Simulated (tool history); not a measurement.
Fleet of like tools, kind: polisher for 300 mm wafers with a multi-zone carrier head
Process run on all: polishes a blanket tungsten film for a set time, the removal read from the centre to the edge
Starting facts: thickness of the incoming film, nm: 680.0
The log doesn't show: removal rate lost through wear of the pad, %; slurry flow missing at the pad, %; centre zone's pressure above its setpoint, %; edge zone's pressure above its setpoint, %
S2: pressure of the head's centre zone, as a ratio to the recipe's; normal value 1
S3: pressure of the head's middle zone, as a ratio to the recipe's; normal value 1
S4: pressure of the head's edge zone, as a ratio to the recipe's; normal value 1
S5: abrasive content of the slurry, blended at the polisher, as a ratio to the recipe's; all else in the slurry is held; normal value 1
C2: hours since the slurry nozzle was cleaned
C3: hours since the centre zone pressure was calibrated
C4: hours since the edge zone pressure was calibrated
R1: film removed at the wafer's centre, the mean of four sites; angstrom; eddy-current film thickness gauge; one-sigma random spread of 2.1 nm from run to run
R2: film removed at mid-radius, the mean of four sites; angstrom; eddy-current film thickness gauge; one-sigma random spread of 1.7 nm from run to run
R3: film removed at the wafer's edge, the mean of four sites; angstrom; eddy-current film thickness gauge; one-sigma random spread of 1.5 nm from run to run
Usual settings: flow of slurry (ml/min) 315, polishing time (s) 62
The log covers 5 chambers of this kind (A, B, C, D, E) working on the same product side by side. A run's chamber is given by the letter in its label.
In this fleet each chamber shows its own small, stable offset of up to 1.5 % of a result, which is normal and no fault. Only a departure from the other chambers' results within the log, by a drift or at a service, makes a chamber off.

{"day": 0.354, "done": "chamber A: worn pad replaced by a new one"}
{"run": "1C", "day": 0.462, "flow of slurry (ml/min)": 315, "S2": 1, "S3": 1, "S4": 1, "S5": 1, "polishing time (s)": 62, "wafers polished on this pad": 464, "C2": 544, "C3": 840.8, "C4": 462.6, "R1": 2218.3, "R2": 2170.4, "R3": 2209.6}
{"day": 0.596, "done": "chamber D: centre zone pressure recalibrated"}
{"run": "2E", "day": 0.788, "flow of slurry (ml/min)": 315, "S2": 1, "S3": 1, "S4": 1, "S5": 1, "polishing time (s)": 62, "wafers polished on this pad": 895, "C2": 167.1, "C3": 973.9, "C4": 405.2, "R1": 2222.7, "R2": 2193.6, "R3": 2205.7}
{"day": 1.092, "done": "chamber C: centre zone pressure recalibrated"}
{"run": "3B", "day": 1.379, "flow of slurry (ml/min)": 315, "S2": 1, "S3": 1, "S4": 1, "S5": 1, "polishing time (s)": 62, "wafers polished on this pad": 546, "C2": 153.4, "C3": 760.6, "C4": 602.4, "R1": 2205.8, "R2": 2187.9, "R3": 2189.7}
{"run": "4D", "day": 1.8, "flow of slurry (ml/min)": 315, "S2": 1, "S3": 1, "S4": 1, "S5": 1, "polishing time (s)": 62, "wafers polished on this pad": 1089, "C2": 88.2, "C3": 28.9, "C4": 931, "R1": 2225.7, "R2": 2204.4, "R3": 2204.2}
{"run": "5A", "day": 2.396, "flow of slurry (ml/min)": 315, "S2": 1, "S3": 1, "S4": 1, "S5": 1, "polishing time (s)": 62, "wafers polished on this pad": 423, "C2": 483.6, "C3": 727.5, "C4": 525.3, "R1": 2235, "R2": 2243.1, "R3": 2212.4}
{"day": 2.7, "done": "chamber E: worn pad replaced by a new one"}
{"run": "6D", "day": 2.892, "flow of slurry (ml/min)": 315, "S2": 1, "S3": 1, "S4": 1, "S5": 1, "polishing time (s)": 62, "wafers polished on this pad": 1315, "C2": 114.4, "C3": 55.1, "C4": 957.2, "R1": 2210, "R2": 2231.4, "R3": 2224.2}
{"run": "7B", "day": 3.167, "flow of slurry (ml/min)": 350, "S2": 1, "S3": 1, "S4": 1, "S5": 1, "polishing time (s)": 53, "wafers polished on this pad": 916, "C2": 196.3, "C3": 803.5, "C4": 645.3, "R1": 1924.1, "R2": 1904.9, "R3": 1876.5}
{"day": 3.179, "done": "chamber E: centre zone pressure recalibrated"}
{"day": 3.412, "done": "chamber B: worn pad replaced by a new one"}
{"day": 3.521, "done": "chamber D: worn pad replaced by a new one"}
{"day": 3.533, "done": "chamber A: slurry nozzle cleaned"}
{"run": "8A", "day": 3.579, "flow of slurry (ml/min)": 350, "S2": 1, "S3": 1, "S4": 1, "S5": 1, "polishing time (s)": 53, "wafers polished on this pad": 668, "C2": 1.2, "C3": 755.9, "C4": 553.7, "R1": 1926.8, "R2": 1918.1, "R3": 1893.5}
{"day": 3.908, "done": "chamber C: slurry nozzle cleaned"}
{"run": "9E", "day": 3.938, "flow of slurry (ml/min)": 350, "S2": 1, "S3": 1, "S4": 1, "S5": 1, "polishing time (s)": 53, "wafers polished on this pad": 257, "C2": 242.7, "C3": 18.2, "C4": 480.8, "R1": 1893.7, "R2": 1885.4, "R3": 1893.6}
{"run": "10C", "day": 4.308, "flow of slurry (ml/min)": 350, "S2": 1, "S3": 1, "S4": 1, "S5": 1, "polishing time (s)": 53, "wafers polished on this pad": 1261, "C2": 9.7, "C3": 77.3, "C4": 554.9, "R1": 1909.2, "R2": 1896.3, "R3": 1919.7}
{"day": 4.433, "done": "chamber A: worn pad replaced by a new one"}
{"run": "11D", "day": 4.679, "flow of slurry (ml/min)": 350, "S2": 1, "S3": 1, "S4": 1, "S5": 1, "polishing time (s)": 53, "wafers polished on this pad": 240, "C2": 157.3, "C3": 98, "C4": 1000.1, "R1": 1915.4, "R2": 1902.4, "R3": 1894}
{"day": 4.946, "done": "chamber E: slurry nozzle cleaned"}
{"run": "12B", "day": 5.088, "flow of slurry (ml/min)": 315, "S2": 1, "S3": 1, "S4": 1, "S5": 1, "polishing time (s)": 62, "wafers polished on this pad": 347, "C2": 242.4, "C3": 849.6, "C4": 691.4, "R1": 2173.9, "R2": 2185.4, "R3": 2204.7}
{"run": "13E", "day": 5.688, "flow of slurry (ml/min)": 315, "S2": 1, "S3": 1, "S4": 1, "S5": 1, "polishing time (s)": 62, "wafers polished on this pad": 619, "C2": 17.9, "C3": 60.2, "C4": 522.8, "R1": 2230.6, "R2": 2175.3, "R3": 2205.2}
{"day": 5.733, "done": "chamber B: centre zone pressure recalibrated"}
{"run": "14C", "day": 6.288, "flow of slurry (ml/min)": 315, "S2": 1, "S3": 1, "S4": 1, "S5": 1, "polishing time (s)": 62, "wafers polished on this pad": 1671, "C2": 57.2, "C3": 124.8, "C4": 602.4, "R1": 2150.5, "R2": 2160.9, "R3": 2195.3}
{"run": "15A", "day": 6.733, "flow of slurry (ml/min)": 315, "S2": 1, "S3": 1, "S4": 1, "S5": 1.2, "polishing time (s)": 72, "wafers polished on this pad": 476, "C2": 76.9, "C3": 831.6, "C4": 629.4, "R1": 2676.3, "R2": 2699.6, "R3": 2721.1}
{"run": "16E", "day": 7.321, "flow of slurry (ml/min)": 315, "S2": 1, "S3": 1, "S4": 1, "S5": 1.2, "polishing time (s)": 72, "wafers polished on this pad": 958, "C2": 57.1, "C3": 99.4, "C4": 562, "R1": 2655.2, "R2": 2673.9, "R3": 2675.1}
{"day": 7.725, "done": "chamber E: worn pad replaced by a new one"}
{"run": "17C", "day": 7.796, "flow of slurry (ml/min)": 315, "S2": 1, "S3": 1, "S4": 1, "S5": 1.2, "polishing time (s)": 72, "wafers polished on this pad": 1984, "C2": 93.4, "C3": 161, "C4": 638.6, "R1": 2618.6, "R2": 2589.5, "R3": 2625.5}
{"day": 7.954, "done": "chamber A: worn pad replaced by a new one"}
{"day": 8.012, "done": "chamber B: worn pad replaced by a new one"}
{"run": "18D", "day": 8.367, "flow of slurry (ml/min)": 315, "S2": 1, "S3": 1, "S4": 1, "S5": 1.2, "polishing time (s)": 72, "wafers polished on this pad": 1005, "C2": 245.8, "C3": 186.5, "C4": 1088.6, "R1": 2730.5, "R2": 2681.5, "R3": 2687.7}
{"run": "19B", "day": 8.871, "flow of slurry (ml/min)": 315, "S2": 1, "S3": 1, "S4": 1, "S5": 1.2, "polishing time (s)": 72, "wafers polished on this pad": 178, "C2": 333.2, "C3": 75.3, "C4": 782.2, "R1": 2730, "R2": 2622.2, "R3": 2664.7}
{"run": "20A", "day": 9.383, "flow of slurry (ml/min)": 315, "S2": 1, "S3": 1, "S4": 1, "S5": 1, "polishing time (s)": 62, "wafers polished on this pad": 296, "C2": 140.5, "C3": 895.2, "C4": 693, "R1": 2233.4, "R2": 2208, "R3": 2197.6}
{"run": "21A", "day": 9.779, "flow of slurry (ml/min)": 315, "S2": 1, "S3": 1, "S4": 1, "S5": 1, "polishing time (s)": 62, "wafers polished on this pad": 378, "C2": 150, "C3": 904.7, "C4": 702.5, "R1": 2217, "R2": 2203.9, "R3": 2219.9}
{"run": "22B", "day": 10.179, "flow of slurry (ml/min)": 315, "S2": 1, "S3": 1, "S4": 1, "S5": 1, "polishing time (s)": 62, "wafers polished on this pad": 449, "C2": 364.6, "C3": 106.7, "C4": 813.6, "R1": 2200, "R2": 2170.1, "R3": 2190.2}
{"run": "23D", "day": 10.492, "flow of slurry (ml/min)": 315, "S2": 1, "S3": 1, "S4": 1, "S5": 1, "polishing time (s)": 62, "wafers polished on this pad": 1445, "C2": 296.8, "C3": 237.5, "C4": 1139.6, "R1": 2215.4, "R2": 2208.1, "R3": 2228.6}
{"day": 10.558, "done": "chamber B: slurry nozzle cleaned"}
{"day": 10.608, "done": "chamber D: worn pad replaced by a new one"}
{"run": "24E", "day": 10.767, "flow of slurry (ml/min)": 315, "S2": 1, "S3": 1, "S4": 1, "S5": 1, "polishing time (s)": 62, "wafers polished on this pad": 630, "C2": 139.8, "C3": 182.1, "C4": 644.7, "R1": 2237.1, "R2": 2160.8, "R3": 2214.6}
{"day": 11.021, "done": "chamber D: slurry nozzle cleaned"}
{"run": "25C", "day": 11.075, "flow of slurry (ml/min)": 315, "S2": 1, "S3": 1, "S4": 1, "S5": 1, "polishing time (s)": 62, "wafers polished on this pad": 2663, "C2": 172.1, "C3": 239.7, "C4": 717.3, "R1": 2081.4, "R2": 2108.7, "R3": 2092}
{"run": "26B", "day": 11.562, "flow of slurry (ml/min)": 315, "S2": 1, "S3": 1, "S4": 1, "S5": 1, "polishing time (s)": 62, "wafers polished on this pad": 736, "C2": 24.1, "C3": 139.9, "C4": 846.8, "R1": 2192.7, "R2": 2203, "R3": 2184.7}
{"day": 11.996, "done": "chamber A: worn pad replaced by a new one"}
{"run": "27A", "day": 12.1, "flow of slurry (ml/min)": 315, "S2": 1, "S3": 1, "S4": 1, "S5": 1, "polishing time (s)": 62, "wafers polished on this pad": 22, "C2": 205.7, "C3": 960.4, "C4": 758.2, "R1": 2244.4, "R2": 2216.7, "R3": 2222.7}
{"run": "28E", "day": 12.417, "flow of slurry (ml/min)": 315, "S2": 1, "S3": 1, "S4": 1, "S5": 1, "polishing time (s)": 62, "wafers polished on this pad": 972, "C2": 179.4, "C3": 221.7, "C4": 684.3, "R1": 2165.2, "R2": 2214.8, "R3": 2206.3}
{"run": "29C", "day": 12.733, "flow of slurry (ml/min)": 315, "S2": 1, "S3": 1, "S4": 1, "S5": 1, "polishing time (s)": 62, "wafers polished on this pad": 3007, "C2": 211.9, "C3": 279.5, "C4": 757.1, "R1": 2091.5, "R2": 2071.1, "R3": 2076}
{"run": "30D", "day": 13.017, "flow of slurry (ml/min)": 270, "S2": 1, "S3": 1, "S4": 1, "S5": 1, "polishing time (s)": 62, "wafers polished on this pad": 499, "C2": 48, "C3": 298.1, "C4": 1200.2, "R1": 2209.2, "R2": 2176.7, "R3": 2185.7}

Does one chamber stand apart from the rest, does the shared gauge drift, or is all well apart from small per-chamber offsets? Give the chamber and the most likely cause, where there is one.

Chamber C drifts away from the others.
What lies behind it: removal rate lost through wear of the pad, % = 5.86.
Not necessarily distinguishable in this log from: slurry flow missing at the pad, %.

Chamber C could run next with any of the 4 candidate recipes listed below; each alters the usual settings, and their results appear as question marks. Which one brings its results back in line with what the other chambers deliver on the usual settings?
A result is in line if it is within this distance of the other chambers' mean on the usual settings: R1 74 angstrom; R2 61 angstrom; R3 51 angstrom
{"run": "31C-1", "day": 13.45, "flow of slurry (ml/min)": 315, "S2": 1, "S3": 1.01, "S4": 1, "S5": 1, "polishing time (s)": 66, "R1": "?", "R2": "?", "R3": "?"}
{"run": "31C-2", "day": 13.45, "flow of slurry (ml/min)": 315, "S2": 1, "S3": 0.99, "S4": 1, "S5": 1, "polishing time (s)": 58, "R1": "?", "R2": "?", "R3": "?"}
{"run": "31C-3", "day": 13.45, "flow of slurry (ml/min)": 315, "S2": 1, "S3": 1, "S4": 1, "S5": 1, "polishing time (s)": 63, "R1": "?", "R2": "?", "R3": "?"}
{"run": "31C-4", "day": 13.45, "flow of slurry (ml/min)": 315, "S2": 1, "S3": 1, "S4": 1, "S5": 1, "polishing time (s)": 61, "R1": "?", "R2": "?", "R3": "?"}

Usual-settings mean across the other chambers: R1 2215.2 angstrom; R2 2207.3 angstrom; R3 2205 angstrom
run=31C-1 R1=2224 R2=2199 R3=2204.6
run=31C-2 R1=1954.1 R2=1897.2 R3=1938
run=31C-3 R1=2122.7 R2=2079.9 R3=2104.7
run=31C-4 R1=2055.3 R2=2013.9 R3=2037.9
With 31C-1, the chamber falls back in line with the rest.

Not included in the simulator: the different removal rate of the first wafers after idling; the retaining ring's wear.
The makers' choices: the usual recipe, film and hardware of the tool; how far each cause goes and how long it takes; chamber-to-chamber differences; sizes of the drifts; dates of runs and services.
